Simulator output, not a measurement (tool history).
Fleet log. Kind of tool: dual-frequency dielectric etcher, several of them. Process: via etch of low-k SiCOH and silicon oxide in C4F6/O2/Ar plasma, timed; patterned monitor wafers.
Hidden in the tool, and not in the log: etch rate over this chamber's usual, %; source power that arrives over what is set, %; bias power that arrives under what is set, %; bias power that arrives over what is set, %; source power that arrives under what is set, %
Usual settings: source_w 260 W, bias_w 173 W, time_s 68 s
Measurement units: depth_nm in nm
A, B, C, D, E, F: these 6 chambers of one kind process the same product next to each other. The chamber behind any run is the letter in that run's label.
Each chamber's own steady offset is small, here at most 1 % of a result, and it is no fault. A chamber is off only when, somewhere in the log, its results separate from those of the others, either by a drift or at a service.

run,day,source_w,bias_w,time_s,hours since the last wet clean,hours since the last source power generator calibration,hours since the last bias power generator calibration,"read-back reference wafer on the same gauge, depth_nm",depth_nm
1C,0.217,260,173,68,12.8,4202.8,1313.1,128.06,150.17
2B,0.342,260,173,68,61.2,795,3239.5,128.09,148
3E,0.454,260,173,68,95.5,290.2,1140,128.06,148.58
4D,0.696,260,173,68,131.6,365.8,1775.6,127.9,148.33
5F,0.904,260,173,68,256.9,2355.6,789.4,127.81,147.26
6A,1.1,260,173,68,229.7,1393.6,673.8,128.01,147.26
7E,1.333,260,173,68,116.6,311.3,1161.1,127.81,148.78
8A,1.475,260,173,68,238.7,1402.6,682.8,127.97,147.06
9B,1.596,260,173,68,91.3,825.1,3269.6,127.91,148.71
10C,1.796,260,173,68,50.7,4240.7,1351,128.06,149.33
11F,1.979,260,173,68,282.7,2381.4,815.2,128.12,148.86
12D,2.188,260,173,68,167.4,401.6,1811.4,128.1,148.21
13E,2.35,260,173,68,141,335.7,1185.5,128.07,147.52
14A,2.533,260,173,68,264.1,1428,708.2,127.96,146.95
15C,2.738,260,173,68,73.3,4263.3,1373.6,128,149.04
16F,2.971,260,173,68,306.5,2405.2,839,128.1,147.71
17D,3.112,260,173,68,189.6,423.8,1833.6,127.94,149.34
18B,3.317,260,173,68,132.6,866.4,3310.9,127.98,148.43
19B,3.529,260,173,68,137.7,871.5,3316,127.87,147.98
20E,3.662,260,173,68,172.5,367.2,1217,128,148.35
21A,3.812,260,173,68,294.8,1458.7,738.9,127.91,146.37
22D,4.062,260,173,68,212.4,446.6,1856.4,128.02,148.13
23F,4.217,260,173,68,336.4,2435.1,868.9,127.93,148.36
24C,4.388,260,173,68,112.9,4302.9,1413.2,127.9,149.47
25D,4.6,260,173,68,225.3,459.5,1869.3,128.1,149.6
26C,4.796,260,173,68,122.7,4312.7,1423,127.84,148.89
27F,4.938,260,173,68,353.7,2452.4,886.2,128.07,147.28
28A,5.088,260,173,68,325.4,1489.3,769.5,128,146.66
29E,5.321,260,173,68,212.3,407,1256.8,127.87,148.22
30B,5.45,260,205,86,183.8,917.6,3362.1,128.03,197.79
31D,5.683,260,205,86,251.3,485.5,1895.3,127.9,199.36
32A,5.892,260,205,86,344.7,1508.6,788.8,128.06,197.1
33F,6.146,260,205,86,382.7,2481.4,915.2,127.98,198.12
34E,6.362,260,205,86,237.3,432,1281.8,128.13,198.33
# day 6.438: chamber A: wet clean of the chamber
35B,6.567,260,205,86,210.6,944.4,3388.9,128.13,197.04
36C,6.792,200,173,68,170.6,4360.6,1470.9,128.01,134.79
37F,7.046,200,173,68,404.3,2503,936.8,127.88,133.73
38D,7.262,200,173,68,289.2,523.4,1933.2,128.07,135.87
39E,7.417,200,173,68,262.6,457.3,1307.1,128.09,133.86
40C,7.542,200,173,68,188.6,4378.6,1488.9,128.12,133.54
41B,7.796,200,173,68,240.1,973.9,3418.4,127.96,134.14
42A,8,260,173,68,37.5,1559.2,839.4,127.9,147.31

What goes on in this fleet: one chamber off, a drifting gauge, or nothing beyond the chambers' own small offsets? Name the chamber and the cause, if any.

The fleet is healthy, with each chamber sitting at its usual small offset and no drift in the gauge.
